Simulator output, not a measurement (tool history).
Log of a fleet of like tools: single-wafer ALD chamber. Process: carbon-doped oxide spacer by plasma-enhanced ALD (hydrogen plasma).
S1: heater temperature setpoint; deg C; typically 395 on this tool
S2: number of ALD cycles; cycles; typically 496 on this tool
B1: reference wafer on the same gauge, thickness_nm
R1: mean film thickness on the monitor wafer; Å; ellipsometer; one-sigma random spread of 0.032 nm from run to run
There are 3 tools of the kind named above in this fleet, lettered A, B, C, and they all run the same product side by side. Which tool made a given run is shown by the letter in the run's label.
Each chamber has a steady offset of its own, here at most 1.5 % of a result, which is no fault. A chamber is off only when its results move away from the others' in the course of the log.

run  hour   S1   S2      B1      R1
 1C   2.1  395  496  20.403  244.51
 2B   6.3  395  496  20.415  248.14
 3A   8.9  395  496  20.417  247.41
 4A  11.4  395  496  20.418  247.87
 5C  14.6  395  496  20.421   244.3
 6B  18.3  395  496   20.43  247.71
 7C  20.6  395  496   20.43  245.58
 8B  22.8  395  415  20.439  207.58
 9A  25.8  395  415  20.442  207.83
10C  28.2  395  415  20.446  205.29
11B  31.6  395  496  20.449   248.1
12A  33.9  395  496  20.454  247.83
13B  38.2  395  496  20.456  248.47
14C  40.5  395  496  20.468  245.28
15A  43.7  395  496  20.464  248.41
16A  46.7  395  496  20.474  247.99
17C  50.7  387  536  20.486  265.07
18B  54.7  387  536  20.487  268.95
19C  57.1  387  536   20.49  265.44
20B  60.6  395  496  20.495  248.91
21A  63.6  395  496  20.499  248.44
22B  66.7  383  496  20.509  249.43

Predict what each chamber gives when all 3 of them run the settings below next.
23A  70.1  395  496       ?
23B  70.1  395  496       ?
23C  70.1  395  496       ?

run      R1
23A  248.39
23B  249.32
23C     246

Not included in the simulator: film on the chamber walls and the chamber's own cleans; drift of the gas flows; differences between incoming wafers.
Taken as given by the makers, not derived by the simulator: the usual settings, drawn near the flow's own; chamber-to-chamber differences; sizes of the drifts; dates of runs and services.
